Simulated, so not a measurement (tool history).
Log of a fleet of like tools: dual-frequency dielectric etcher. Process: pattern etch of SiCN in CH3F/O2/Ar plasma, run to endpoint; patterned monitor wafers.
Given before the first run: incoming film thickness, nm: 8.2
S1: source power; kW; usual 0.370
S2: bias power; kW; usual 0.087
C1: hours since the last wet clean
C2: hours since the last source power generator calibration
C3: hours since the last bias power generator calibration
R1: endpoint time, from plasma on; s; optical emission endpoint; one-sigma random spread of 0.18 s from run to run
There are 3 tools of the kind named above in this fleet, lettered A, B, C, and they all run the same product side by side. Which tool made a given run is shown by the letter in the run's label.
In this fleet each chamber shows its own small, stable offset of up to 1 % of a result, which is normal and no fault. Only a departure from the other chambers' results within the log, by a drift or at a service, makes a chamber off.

Run 1C, hour 6.9: usual settings; C1 382.7; C2 1916.3; C3 2941.8. Result: R1 21.247 s.
Run 2B, hour 19.2: usual settings; C1 129.3; C2 222.4; C3 3942.6. Result: R1 21.104 s.
Run 3A, hour 30.7: usual settings; C1 79.6; C2 1802.9; C3 947.3. Result: R1 21.232 s.
Run 4B, hour 42.3: usual settings; C1 152.4; C2 245.5; C3 3965.7. Result: R1 20.761 s.
At hour 43.5: chamber B: bias power generator calibrated.
Run 5C, hour 49.8: usual settings; C1 425.6; C2 1959.2; C3 2984.7. Result: R1 21.141 s.
Run 6A, hour 58.1: usual settings; C1 107.0; C2 1830.3; C3 974.7. Result: R1 21.323 s.
Run 7C, hour 67.5: usual settings; C1 443.3; C2 1976.9; C3 3002.4. Result: R1 21.398 s.
Run 8B, hour 78.7: usual settings; C1 188.8; C2 281.9; C3 35.3. Result: R1 20.892 s.
Run 9A, hour 87.7: usual settings; C1 136.6; C2 1859.9; C3 1004.3. Result: R1 20.883 s.
Run 10B, hour 95.3: usual settings but S1 0.330 kW; C1 205.4; C2 298.5; C3 51.9. Result: R1 22.373 s.
Run 11A, hour 108.3: usual settings but S1 0.330 kW; C1 157.2; C2 1880.5; C3 1024.9. Result: R1 21.923 s.
Run 12C, hour 117.1: usual settings but S1 0.330 kW; C1 492.9; C2 2026.5; C3 3052.0. Result: R1 22.101 s.
Run 13A, hour 126.4: usual settings; C1 175.3; C2 1898.6; C3 1043.0. Result: R1 20.765 s.
Run 14B, hour 132.8: usual settings; C1 242.9; C2 336.0; C3 89.4. Result: R1 20.834 s.
Run 15C, hour 144.0: usual settings; C1 519.8; C2 2053.4; C3 3078.9. Result: R1 21.260 s.
Run 16A, hour 151.8: usual settings; C1 200.7; C2 1924.0; C3 1068.4. Result: R1 20.544 s.
Run 17C, hour 163.3: usual settings; C1 539.1; C2 2072.7; C3 3098.2. Result: R1 21.663 s.
Run 18B, hour 174.6: usual settings; C1 284.7; C2 377.8; C3 131.2. Result: R1 20.954 s.
At hour 180.0: chamber C: wet clean of the chamber.
Run 19A, hour 186.1: usual settings; C1 235.0; C2 1958.3; C3 1102.7. Result: R1 20.955 s.
Run 20C, hour 197.4: usual settings; C1 17.4; C2 2106.8; C3 3132.3. Result: R1 22.337 s.
Run 21B, hour 208.3: usual settings; C1 318.4; C2 411.5; C3 164.9. Result: R1 20.941 s.
Run 22A, hour 216.9: usual settings; C1 265.8; C2 1989.1; C3 1133.5. Result: R1 21.320 s.
Run 23C, hour 225.1: usual settings but S1 0.400 kW, S2 0.078 kW; C1 45.1; C2 2134.5; C3 3160.0. Result: R1 22.768 s.
Run 24B, hour 234.5: usual settings but S1 0.400 kW, S2 0.078 kW; C1 344.6; C2 437.7; C3 191.1. Result: R1 21.300 s.
Run 25A, hour 244.9: usual settings but S1 0.400 kW, S2 0.078 kW; C1 293.8; C2 2017.1; C3 1161.5. Result: R1 21.368 s.
Run 26B, hour 257.4: usual settings; C1 367.5; C2 460.6; C3 214.0. Result: R1 20.886 s.
Run 27C, hour 263.7: usual settings; C1 83.7; C2 2173.1; C3 3198.6. Result: R1 22.123 s.
Run 28A, hour 274.7: usual settings but S1 0.300 kW; C1 323.6; C2 2046.9; C3 1191.3. Result: R1 22.880 s.
Run 29B, hour 286.3: usual settings but S1 0.300 kW; C1 396.4; C2 489.5; C3 242.9. Result: R1 22.890 s.
Run 30C, hour 297.0: usual settings but S1 0.300 kW; C1 117.0; C2 2206.4; C3 3231.9. Result: R1 24.195 s.
Run 31B, hour 309.8: usual settings; C1 419.9; C2 513.0; C3 266.4. Result: R1 21.150 s.
At hour 312.2: chamber B: wet clean of the chamber.
Run 32C, hour 319.2: usual settings but S1 0.420 kW, S2 0.069 kW; C1 139.2; C2 2228.6; C3 3254.1. Result: R1 22.555 s.
Run 33A, hour 325.4: usual settings but S1 0.420 kW, S2 0.069 kW; C1 374.3; C2 2097.6; C3 1242.0. Result: R1 21.416 s.
Run 34B, hour 337.8: usual settings but S1 0.420 kW, S2 0.069 kW; C1 25.7; C2 541.0; C3 294.4. Result: R1 21.801 s.
Run 35A, hour 344.0: usual settings; C1 392.9; C2 2116.2; C3 1260.6. Result: R1 21.191 s.
Run 36C, hour 353.5: usual settings; C1 173.5; C2 2262.9; C3 3288.4. Result: R1 22.146 s.
Run 37A, hour 363.7: usual settings; C1 412.6; C2 2135.9; C3 1280.3. Result: R1 20.727 s.
Run 38C, hour 373.4: usual settings; C1 193.4; C2 2282.8; C3 3308.3. Result: R1 22.191 s.

Next, all 3 chambers run the settings below, one line each with question marks for the results. What does each chamber give?
Run 39A, hour 382.9: usual settings. Result: R1 ?.
Run 39B, hour 382.9: usual settings. Result: R1 ?.
Run 39C, hour 382.9: usual settings. Result: R1 ?.

run      R1
39A  21.113
39B  21.292
39C  22.263
